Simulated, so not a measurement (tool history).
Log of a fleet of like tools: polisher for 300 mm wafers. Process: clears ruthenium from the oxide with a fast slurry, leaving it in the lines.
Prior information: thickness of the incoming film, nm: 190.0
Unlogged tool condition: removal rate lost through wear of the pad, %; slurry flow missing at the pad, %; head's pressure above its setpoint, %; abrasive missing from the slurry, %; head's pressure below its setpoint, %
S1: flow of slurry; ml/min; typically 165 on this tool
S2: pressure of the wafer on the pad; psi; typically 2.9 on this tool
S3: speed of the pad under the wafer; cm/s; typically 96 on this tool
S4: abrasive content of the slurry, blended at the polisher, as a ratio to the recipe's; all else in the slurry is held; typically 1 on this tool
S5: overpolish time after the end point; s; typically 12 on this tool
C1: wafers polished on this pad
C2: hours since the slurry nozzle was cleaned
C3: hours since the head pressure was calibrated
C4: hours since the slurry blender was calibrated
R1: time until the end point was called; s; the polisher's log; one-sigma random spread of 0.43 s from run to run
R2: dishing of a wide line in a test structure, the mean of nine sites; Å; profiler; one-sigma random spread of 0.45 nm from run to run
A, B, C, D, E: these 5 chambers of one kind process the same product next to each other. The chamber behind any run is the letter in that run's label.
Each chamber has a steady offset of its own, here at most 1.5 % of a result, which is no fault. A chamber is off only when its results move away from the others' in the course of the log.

run,day,S1,S2,S3,S4,S5,C1,C2,C3,C4,R1,R2
# day 0.229: chamber A: worn pad replaced by a new one
1C,0.283,165,2.9,96,1,12,953,249.0,659.8,146.6,45.243,250.32
# day 0.417: chamber D: worn pad replaced by a new one
# day 0.492: chamber C: slurry blender recalibrated
2D,0.554,165,2.9,96,1,12,38,100.9,456.1,87.9,44.575,255.18
3A,0.888,165,2.9,96,1,12,181,387.1,473.9,213.8,45.017,257.19
# day 0.950: chamber C: worn pad replaced by a new one
# day 0.967: chamber C: head pressure recalibrated
4B,1.238,165,2.9,96,1,12,565,103.1,35.6,252.7,45.483,261.88
# day 1.446: chamber B: worn pad replaced by a new one
5E,1.538,165,2.9,96,1,12,609,447.4,405.2,109.8,44.260,260.00
6B,1.825,165,2.9,96,1,12,105,117.2,49.7,266.8,45.388,256.79
# day 2.092: chamber A: head pressure recalibrated
# day 2.108: chamber E: head pressure recalibrated
7E,2.200,165,2.9,96,1,12,792,463.3,2.2,125.7,44.593,255.63
# day 2.338: chamber A: worn pad replaced by a new one
8C,2.433,165,2.9,96,1,12,407,300.6,35.2,46.7,44.735,242.58
9D,2.792,165,2.9,96,1,12,653,154.6,509.8,141.6,44.476,250.65
# day 3.058: chamber E: worn pad replaced by a new one
10A,3.154,165,2.9,96,1,12,225,441.5,25.5,268.2,44.931,257.49
# day 3.275: chamber D: worn pad replaced by a new one
11C,3.367,120,2.9,96,1,12,664,323.0,57.6,69.1,48.483,243.79
12A,3.571,120,2.9,96,1,12,339,451.5,35.5,278.2,48.407,250.52
# day 3.796: chamber B: worn pad replaced by a new one
13B,3.821,120,2.9,96,1,12,7,165.1,97.6,314.7,47.971,239.03
14D,4.158,120,2.9,96,1,12,243,187.4,542.6,174.4,47.514,238.37
# day 4.367: chamber A: worn pad replaced by a new one
15E,4.533,120,2.9,96,1,12,405,519.3,58.2,181.7,47.406,254.18
16D,4.888,165,2.9,96,1,12,444,204.9,560.1,191.9,44.927,250.63
17B,5.196,165,2.9,96,1,12,384,198.1,130.6,347.7,44.950,252.23
18E,5.496,165,2.9,78,1,12,670,542.4,81.3,204.8,55.690,227.17
# day 5.508: chamber D: worn pad replaced by a new one
# day 5.675: chamber B: worn pad replaced by a new one
# day 5.738: chamber C: worn pad replaced by a new one
19C,5.779,165,2.9,78,1,12,12,380.9,115.5,127.0,54.097,227.17
20A,6.021,165,2.9,78,1,12,455,510.3,94.3,337.0,55.661,231.89
# day 6.046: chamber D: slurry blender recalibrated
# day 6.208: chamber A: worn pad replaced by a new one
21B,6.367,165,2.9,78,1,12,190,226.2,158.7,375.8,55.526,222.24
# day 6.412: chamber C: slurry blender recalibrated
22D,6.596,165,2.9,78,1,12,298,245.9,601.1,13.2,54.214,228.88
# day 6.721: chamber E: worn pad replaced by a new one
23C,6.888,130,2.9,86,1,12,317,407.5,142.1,11.5,53.071,234.58
24E,7.058,130,2.9,86,1,12,93,579.9,118.8,242.3,52.779,236.51
25A,7.288,130,2.9,86,1,12,297,540.7,124.7,367.4,52.534,235.51
26E,7.621,130,2.9,86,1,12,247,593.4,132.3,255.8,52.081,235.17
27B,7.825,130,2.9,86,1,12,591,261.2,193.7,410.8,52.549,235.58
28C,8.171,165,2.9,96,1,12,669,438.3,172.9,42.3,45.956,258.52
# day 8.192: chamber A: worn pad replaced by a new one
# day 8.367: chamber D: worn pad replaced by a new one
29D,8.438,165,2.9,96,1,12,19,290.1,645.3,57.4,44.070,253.44
30A,8.683,165,2.9,96,1,12,136,574.2,158.2,400.9,44.958,252.76
31D,9.062,165,2.9,96,1,12,191,305.1,660.3,72.4,44.241,253.21

What goes on in this fleet: one chamber off, a drifting gauge, or nothing beyond the chambers' own small offsets? Name the chamber and the cause, if any.

No chamber is off and the gauge is stable; the differences are just each chamber's small, constant offset.
